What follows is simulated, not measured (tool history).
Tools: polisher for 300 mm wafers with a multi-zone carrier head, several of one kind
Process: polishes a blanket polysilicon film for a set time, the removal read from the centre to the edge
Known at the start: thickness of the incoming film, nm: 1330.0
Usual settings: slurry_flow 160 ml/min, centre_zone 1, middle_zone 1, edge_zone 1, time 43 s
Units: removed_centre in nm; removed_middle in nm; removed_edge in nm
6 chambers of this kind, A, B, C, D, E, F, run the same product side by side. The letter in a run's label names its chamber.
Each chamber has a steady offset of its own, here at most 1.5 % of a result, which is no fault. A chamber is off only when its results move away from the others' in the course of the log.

run	hour	slurry_flow	centre_zone	middle_zone	edge_zone	time	removed_centre	removed_middle	removed_edge
1E	4	160	1	1	1	43	412.67	422.8	426.1
# hour 6.5: chamber E: worn pad replaced by a new one
2F	7.4	160	1	1	1	43	423.14	415.53	419.56
3B	12	160	1	1	1	43	424.38	432.69	413.84
4C	15.6	160	1	1	1	43	422.27	421.93	410.95
5A	19.1	160	1	1	1	43	410.52	423.09	422.76
6D	21.2	160	1.08	1	1	43	463.71	415.86	412.22
7B	24.4	160	1.08	1	1	43	454.83	414.87	415.4
8E	28.9	160	1.08	1	1	43	456.31	421.53	419.91
9C	33.1	160	1.08	1	1	43	454.48	421.04	421.45
10F	37.2	160	1.08	1	1	43	466.29	417.95	420.21
11A	40.6	160	1.08	1	1	43	451.3	410.33	410.28
12D	44.8	160	1	1	1	43	414.6	427	422.22
13E	47.8	160	1	1	1	43	423.63	418.2	430.49
14F	50.5	160	1	1	1	43	419.73	412.76	413.49
# hour 50.6: chamber D: worn pad replaced by a new one
15B	53.8	205	1	1	1	43	435.89	440.86	423.08
16C	57.5	205	1	1	1	43	440.2	436.39	432.5
# hour 60.1: chamber F: worn pad replaced by a new one
17A	61.3	205	1	1	1	43	441.01	435.87	431.15
# hour 63: chamber F: centre zone pressure recalibrated
18D	65.3	205	1	1	1	43	445.67	441.6	437.81
# hour 68.9: chamber E: worn pad replaced by a new one
19D	68.9	205	1	1	1	43	446.49	436.48	432.33
20E	72	205	1	1	1	43	445.49	437.59	444.76
21A	74.2	160	1	1	1	43	425.51	424.45	424.32
# hour 76.1: chamber A: worn pad replaced by a new one
22B	77.7	160	1	1	1	43	410.64	402.37	410.37
23C	81.1	160	1	1	1	43	421.12	419.87	422.38
# hour 82.7: chamber C: worn pad replaced by a new one
24F	84.3	160	1	1	1	43	416.51	424.5	408.16
25D	86.4	180	1	1	1	43	430.81	433.73	425.01
26F	90.2	180	1	1	1	43	426.8	422	421.27
27E	94.3	180	1	1	1	43	439.53	418.34	424.68
28C	98.3	180	1	1	1	43	425.84	429.23	418.98
# hour 99.6: chamber D: edge zone pressure recalibrated
29A	101	180	1	1	1	43	427.02	426.65	428.03
30B	104.2	180	1	1	1	43	412.26	417.41	406.26
31C	107.6	160	1	1	1	43	413.68	420.91	414.3
32D	109.8	160	1	0.89	1	51	499.57	446.92	487.98
33E	112.2	160	1	0.89	1	51	496.54	460.32	518.58
34A	116.9	160	1	0.89	1	51	499.49	451.37	507.21
35F	120.6	160	1	0.89	1	51	489.38	449.18	494.76
36B	123.8	160	1	0.89	1	51	471.19	425.23	479.27

All 6 chambers run these settings next. Forecast each chamber's results:
37A	127.2	160	1	1	1	43	?	?	?
37B	127.2	160	1	1	1	43	?	?	?
37C	127.2	160	1	1	1	43	?	?	?
37D	127.2	160	1	1	1	43	?	?	?
37E	127.2	160	1	1	1	43	?	?	?
37F	127.2	160	1	1	1	43	?	?	?

run	removed_centre	removed_middle	removed_edge
37A	415.94	428.06	427.9
37B	402.85	411.89	397.5
37C	420.77	424.55	424.46
37D	413.06	423.72	414.41
37E	420.99	428.08	423.8
37F	425.68	415.4	415.89
